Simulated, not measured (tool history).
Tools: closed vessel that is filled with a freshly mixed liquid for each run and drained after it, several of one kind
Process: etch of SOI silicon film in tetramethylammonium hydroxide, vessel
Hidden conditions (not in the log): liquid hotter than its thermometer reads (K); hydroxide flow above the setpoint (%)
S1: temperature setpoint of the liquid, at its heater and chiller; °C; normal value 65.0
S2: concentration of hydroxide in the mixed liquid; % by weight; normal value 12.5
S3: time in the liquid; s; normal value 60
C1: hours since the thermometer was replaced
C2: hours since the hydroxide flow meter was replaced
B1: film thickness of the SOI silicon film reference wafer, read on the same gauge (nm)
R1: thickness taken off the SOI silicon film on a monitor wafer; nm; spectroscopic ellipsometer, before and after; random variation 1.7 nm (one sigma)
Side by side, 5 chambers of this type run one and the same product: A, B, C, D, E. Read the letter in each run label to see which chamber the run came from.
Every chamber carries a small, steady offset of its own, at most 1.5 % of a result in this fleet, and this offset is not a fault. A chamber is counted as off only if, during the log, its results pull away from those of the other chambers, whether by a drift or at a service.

{"run": "1C", "hour": 7.4, "S1": 65.0, "S2": 12.5, "S3": 60, "C1": 1278.2, "C2": 490.6, "B1": 149.98, "R1": 312.73}
{"run": "2E", "hour": 15.4, "S1": 65.0, "S2": 12.5, "S3": 60, "C1": 876.3, "C2": 15.5, "B1": 149.96, "R1": 309.76}
{"run": "3A", "hour": 22.1, "S1": 65.0, "S2": 12.5, "S3": 60, "C1": 1722.3, "C2": 772.7, "B1": 150.06, "R1": 307.27}
{"run": "4D", "hour": 30.3, "S1": 65.0, "S2": 12.5, "S3": 60, "C1": 77.1, "C2": 885.8, "B1": 149.99, "R1": 307.82}
{"run": "5B", "hour": 38.9, "S1": 65.0, "S2": 12.5, "S3": 60, "C1": 1162.4, "C2": 387.1, "B1": 149.99, "R1": 306.95}
{"run": "6C", "hour": 47.8, "S1": 65.0, "S2": 12.5, "S3": 60, "C1": 1318.6, "C2": 531.0, "B1": 150.01, "R1": 311.51}
{"run": "7D", "hour": 53.8, "S1": 65.0, "S2": 12.5, "S3": 60, "C1": 100.6, "C2": 909.3, "B1": 150.0, "R1": 304.33}
{"run": "8B", "hour": 59.8, "S1": 65.0, "S2": 12.5, "S3": 60, "C1": 1183.3, "C2": 408.0, "B1": 150.0, "R1": 312.4}
{"run": "9A", "hour": 67.4, "S1": 65.0, "S2": 12.5, "S3": 60, "C1": 1767.6, "C2": 818.0, "B1": 150.02, "R1": 309.44}
{"run": "10E", "hour": 74.8, "S1": 65.0, "S2": 12.5, "S3": 60, "C1": 935.7, "C2": 74.9, "B1": 149.99, "R1": 310.5}
{"run": "11B", "hour": 79.3, "S1": 65.0, "S2": 12.5, "S3": 60, "C1": 1202.8, "C2": 427.5, "B1": 149.99, "R1": 311.92}
{"run": "12D", "hour": 87.0, "S1": 65.0, "S2": 12.5, "S3": 60, "C1": 133.8, "C2": 942.5, "B1": 149.98, "R1": 307.79}
{"run": "13A", "hour": 91.9, "S1": 65.0, "S2": 12.5, "S3": 60, "C1": 1792.1, "C2": 842.5, "B1": 149.99, "R1": 310.28}
{"run": "14C", "hour": 97.0, "S1": 65.0, "S2": 12.5, "S3": 60, "C1": 1367.8, "C2": 580.2, "B1": 149.99, "R1": 309.82}
{"run": "15E", "hour": 102.8, "S1": 65.0, "S2": 12.5, "S3": 95, "C1": 963.7, "C2": 102.9, "B1": 149.96, "R1": 494.16}
{"hour": 103.1, "done": "chamber D: hydroxide flow meter replaced"}
{"run": "16C", "hour": 110.8, "S1": 65.0, "S2": 12.5, "S3": 95, "C1": 1381.6, "C2": 594.0, "B1": 150.02, "R1": 492.31}
{"run": "17B", "hour": 120.4, "S1": 65.0, "S2": 12.5, "S3": 95, "C1": 1243.9, "C2": 468.6, "B1": 150.02, "R1": 493.39}
{"run": "18D", "hour": 126.9, "S1": 65.0, "S2": 12.5, "S3": 95, "C1": 173.7, "C2": 23.9, "B1": 149.98, "R1": 483.76}
{"hour": 128.3, "done": "chamber B: thermometer replaced"}
{"hour": 129.1, "done": "chamber C: hydroxide flow meter replaced"}
{"run": "19A", "hour": 136.0, "S1": 65.0, "S2": 12.5, "S3": 95, "C1": 1836.2, "C2": 886.6, "B1": 149.98, "R1": 494.72}
{"run": "20E", "hour": 145.5, "S1": 65.0, "S2": 12.5, "S3": 60, "C1": 1006.4, "C2": 145.6, "B1": 150.01, "R1": 311.76}
{"run": "21C", "hour": 152.3, "S1": 65.0, "S2": 12.5, "S3": 60, "C1": 1423.1, "C2": 23.3, "B1": 150.02, "R1": 312.47}
{"hour": 156.2, "done": "chamber E: thermometer replaced"}
{"run": "22D", "hour": 161.8, "S1": 65.0, "S2": 12.5, "S3": 60, "C1": 208.6, "C2": 58.8, "B1": 150.0, "R1": 306.88}
{"run": "23E", "hour": 169.8, "S1": 65.0, "S2": 12.5, "S3": 60, "C1": 13.6, "C2": 169.9, "B1": 150.04, "R1": 311.13}
{"run": "24B", "hour": 177.2, "S1": 65.0, "S2": 12.5, "S3": 60, "C1": 49.0, "C2": 525.4, "B1": 150.02, "R1": 306.17}
{"run": "25A", "hour": 185.7, "S1": 65.0, "S2": 12.5, "S3": 60, "C1": 1885.9, "C2": 936.3, "B1": 150.02, "R1": 313.58}
{"run": "26E", "hour": 191.2, "S1": 70.5, "S2": 9.5, "S3": 60, "C1": 35.0, "C2": 191.3, "B1": 150.01, "R1": 473.34}
{"hour": 192.9, "done": "chamber C: thermometer replaced"}
{"run": "27B", "hour": 196.8, "S1": 70.5, "S2": 9.5, "S3": 60, "C1": 68.6, "C2": 545.0, "B1": 150.0, "R1": 478.89}
{"run": "28A", "hour": 205.1, "S1": 70.5, "S2": 9.5, "S3": 60, "C1": 1905.3, "C2": 955.7, "B1": 150.02, "R1": 485.98}
{"run": "29D", "hour": 215.1, "S1": 70.5, "S2": 9.5, "S3": 60, "C1": 261.9, "C2": 112.1, "B1": 150.01, "R1": 475.31}
{"run": "30C", "hour": 221.7, "S1": 70.5, "S2": 9.5, "S3": 60, "C1": 28.8, "C2": 92.7, "B1": 150.03, "R1": 473.4}
{"run": "31A", "hour": 226.4, "S1": 65.0, "S2": 10.5, "S3": 90, "C1": 1926.6, "C2": 977.0, "B1": 150.0, "R1": 510.22}
{"run": "32E", "hour": 231.3, "S1": 65.0, "S2": 10.5, "S3": 90, "C1": 75.1, "C2": 231.4, "B1": 150.0, "R1": 497.71}
{"run": "33D", "hour": 241.3, "S1": 65.0, "S2": 10.5, "S3": 90, "C1": 288.1, "C2": 138.3, "B1": 149.98, "R1": 494.47}
{"run": "34B", "hour": 247.1, "S1": 65.0, "S2": 10.5, "S3": 90, "C1": 118.9, "C2": 595.3, "B1": 149.98, "R1": 492.79}
{"run": "35C", "hour": 253.0, "S1": 65.0, "S2": 10.5, "S3": 90, "C1": 60.1, "C2": 124.0, "B1": 149.98, "R1": 497.06}
{"run": "36E", "hour": 260.4, "S1": 65.0, "S2": 12.5, "S3": 60, "C1": 104.2, "C2": 260.5, "B1": 149.98, "R1": 312.67}
{"run": "37C", "hour": 267.2, "S1": 65.0, "S2": 12.5, "S3": 60, "C1": 74.3, "C2": 138.2, "B1": 150.04, "R1": 308.97}
{"run": "38B", "hour": 275.8, "S1": 60.0, "S2": 12.5, "S3": 60, "C1": 147.6, "C2": 624.0, "B1": 150.03, "R1": 227.41}
{"run": "39A", "hour": 285.2, "S1": 60.0, "S2": 12.5, "S3": 60, "C1": 1985.4, "C2": 1035.8, "B1": 149.97, "R1": 234.07}
{"run": "40D", "hour": 290.7, "S1": 60.0, "S2": 12.5, "S3": 60, "C1": 337.5, "C2": 187.7, "B1": 150.04, "R1": 226.24}
{"run": "41D", "hour": 300.2, "S1": 60.0, "S2": 12.5, "S3": 60, "C1": 347.0, "C2": 197.2, "B1": 150.02, "R1": 224.29}
{"run": "42C", "hour": 306.6, "S1": 60.0, "S2": 12.5, "S3": 60, "C1": 113.7, "C2": 177.6, "B1": 149.99, "R1": 228.23}
{"run": "43E", "hour": 314.5, "S1": 65.0, "S2": 12.5, "S3": 60, "C1": 158.3, "C2": 314.6, "B1": 150.0, "R1": 311.4}

One chamber off, gauge drift, or nothing amiss beyond the chambers' own small offsets? If it is a chamber, which one, and what is the likeliest cause?

One chamber, A, drifts off from the rest bit by bit.
Most likely cause: liquid hotter than its thermometer reads (K) = 0.546.
The log may not separate it from: hydroxide flow below the setpoint (%).

Below are 4 candidate recipes for chamber A's next run, each the usual settings with a change, their results shown as question marks. Which of them brings A's results back in line with what the other chambers give on the usual settings?
Maximum distance from the other chambers' mean on the usual settings for a result to count as in line: R1 5.80 nm
{"run": "44A-1", "hour": 321.8, "S1": 64.5, "S2": 12.5, "S3": 60, "R1": "?"}
{"run": "44A-2", "hour": 321.8, "S1": 65.0, "S2": 14.5, "S3": 60, "R1": "?"}
{"run": "44A-3", "hour": 321.8, "S1": 65.0, "S2": 11.5, "S3": 60, "R1": "?"}
{"run": "44A-4", "hour": 321.8, "S1": 65.0, "S2": 10.5, "S3": 60, "R1": "?"}

The mean the other chambers reach with the usual settings: R1 309.32 nm
run=44A-1 R1=311.53
run=44A-2 R1=298.59
run=44A-3 R1=332.31
run=44A-4 R1=343.56
44A-1 brings the chamber back in line.

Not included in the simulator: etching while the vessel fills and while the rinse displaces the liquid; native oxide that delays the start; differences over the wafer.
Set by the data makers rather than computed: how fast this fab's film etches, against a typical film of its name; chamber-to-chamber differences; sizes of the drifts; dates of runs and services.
